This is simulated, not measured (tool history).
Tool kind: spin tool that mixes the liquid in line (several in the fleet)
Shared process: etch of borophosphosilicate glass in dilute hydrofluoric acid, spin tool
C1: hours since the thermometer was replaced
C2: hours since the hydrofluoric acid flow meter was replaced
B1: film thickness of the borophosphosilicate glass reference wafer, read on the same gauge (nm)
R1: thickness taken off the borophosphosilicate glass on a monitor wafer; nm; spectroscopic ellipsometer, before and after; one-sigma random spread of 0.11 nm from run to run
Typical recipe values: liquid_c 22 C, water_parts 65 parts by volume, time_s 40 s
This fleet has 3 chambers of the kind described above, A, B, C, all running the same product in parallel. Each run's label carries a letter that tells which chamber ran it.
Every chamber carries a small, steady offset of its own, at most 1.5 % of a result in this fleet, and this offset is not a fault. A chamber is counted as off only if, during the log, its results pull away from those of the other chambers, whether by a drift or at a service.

Run 1B, hour 3.6: usual settings; C1 116.7; C2 102.2; B1 40.016. Result: R1 19.866 nm.
Run 2A, hour 8.4: usual settings; C1 1164.8; C2 460.1; B1 39.994. Result: R1 19.447 nm.
Run 3C, hour 11.8: usual settings; C1 1671.2; C2 289.4; B1 40.005. Result: R1 19.815 nm.
Run 4A, hour 16.4: usual settings; C1 1172.8; C2 468.1; B1 39.963. Result: R1 19.524 nm.
Run 5C, hour 20.8: usual settings; C1 1680.2; C2 298.4; B1 40.012. Result: R1 20.117 nm.
Run 6B, hour 24.8: usual settings; C1 137.9; C2 123.4; B1 40.005. Result: R1 19.893 nm.
Run 7C, hour 27.4: usual settings; C1 1686.8; C2 305; B1 39.973. Result: R1 19.95 nm.
Run 8A, hour 31.8: usual settings; C1 1188.2; C2 483.5; B1 39.964. Result: R1 19.499 nm.
Run 9B, hour 36.2: usual settings; C1 149.3; C2 134.8; B1 40.003. Result: R1 19.841 nm.
Run 10A, hour 40.9: usual settings; C1 1197.3; C2 492.6; B1 39.976. Result: R1 19.488 nm.
Run 11B, hour 44.8: usual settings; C1 157.9; C2 143.4; B1 40.005. Result: R1 19.776 nm.
Run 12C, hour 49.7: usual settings; C1 1709.1; C2 327.3; B1 40.029. Result: R1 20.027 nm.
Run 13B, hour 54.5: usual settings; C1 167.6; C2 153.1; B1 40.042. Result: R1 19.937 nm.
Run 14A, hour 58.5: usual settings; C1 1214.9; C2 510.2; B1 40.009. Result: R1 19.58 nm.
Run 15C, hour 61.3: usual settings; C1 1720.7; C2 338.9; B1 39.995. Result: R1 19.858 nm.
Run 16B, hour 64.7: usual settings; C1 177.8; C2 163.3; B1 39.988. Result: R1 19.912 nm.
Run 17C, hour 68.7: usual settings; C1 1728.1; C2 346.3; B1 39.998. Result: R1 19.773 nm.
Run 18A, hour 73.2: usual settings; C1 1229.6; C2 524.9; B1 40.009. Result: R1 19.439 nm.
Run 19A, hour 77.8: usual settings; C1 1234.2; C2 529.5; B1 40.02. Result: R1 19.37 nm.
Run 20C, hour 80.3: usual settings; C1 1739.7; C2 357.9; B1 40.018. Result: R1 20.029 nm.
Run 21B, hour 83.9: usual settings; C1 197; C2 182.5; B1 39.998. Result: R1 19.813 nm.
Run 22B, hour 87.3: usual settings but water_parts 35 parts by volume; C1 200.4; C2 185.9; B1 39.969. Result: R1 37.458 nm.
Run 23A, hour 90.3: usual settings but water_parts 35 parts by volume; C1 1246.7; C2 542; B1 40.004. Result: R1 37.046 nm.
Run 24C, hour 94.5: usual settings but water_parts 35 parts by volume; C1 1753.9; C2 372.1; B1 40.008. Result: R1 38.067 nm.
Run 25A, hour 97.4: usual settings; C1 1253.8; C2 549.1; B1 39.984. Result: R1 19.006 nm.
Run 26B, hour 100: usual settings; C1 213.1; C2 198.6; B1 40.015. Result: R1 19.896 nm.
Run 27C, hour 103.8: usual settings; C1 1763.2; C2 381.4; B1 40.003. Result: R1 20.023 nm.
Run 28A, hour 107.6: usual settings; C1 1264; C2 559.3; B1 40.021. Result: R1 18.944 nm.
Run 29C, hour 111: usual settings but liquid_c 26 C, time_s 15 s; C1 1770.4; C2 388.6; B1 39.999. Result: R1 8.7883 nm.
Run 30B, hour 113.9: usual settings but liquid_c 26 C, time_s 15 s; C1 227; C2 212.5; B1 40.004. Result: R1 8.7318 nm.
Run 31B, hour 117.7: usual settings but liquid_c 26 C, time_s 15 s; C1 230.8; C2 216.3; B1 40.037. Result: R1 8.7486 nm.
Run 32C, hour 122.2: usual settings; C1 1781.6; C2 399.8; B1 40.034. Result: R1 19.978 nm.
Run 33A, hour 126.7: usual settings; C1 1283.1; C2 578.4; B1 40.048. Result: R1 18.931 nm.

What goes on in this fleet: one chamber off, a drifting gauge, or nothing beyond the chambers' own small offsets? Name the chamber and the cause, if any.

Little by little, chamber A moves away from the other chambers.
Cause: hydrofluoric acid flow below the setpoint (%) = 3.14.
It could be hard to tell apart here from: liquid colder than its thermometer reads (K).

Below are 4 candidate recipes for chamber A's next run, each the usual settings with a change, their results shown as question marks. Which of them brings A's results back in line with what the other chambers give on the usual settings?
Maximum distance from the other chambers' mean on the usual settings for a result to count as in line: R1 0.38 nm
Run 34A-1, hour 130.3: usual settings but liquid_c 22.5 C. Result: R1 ?.
Run 34A-2, hour 130.3: usual settings but liquid_c 23 C. Result: R1 ?.
Run 34A-3, hour 130.3: usual settings but liquid_c 21 C. Result: R1 ?.
Run 34A-4, hour 130.3: usual settings but liquid_c 21.5 C. Result: R1 ?.

Other chambers, usual settings, mean: R1 19.858 nm
  run      R1
34A-1  19.271
34A-2  19.679
34A-3  18.089
34A-4  18.476
The answer is 34A-2, which returns the chamber to within the allowed miss of the others.
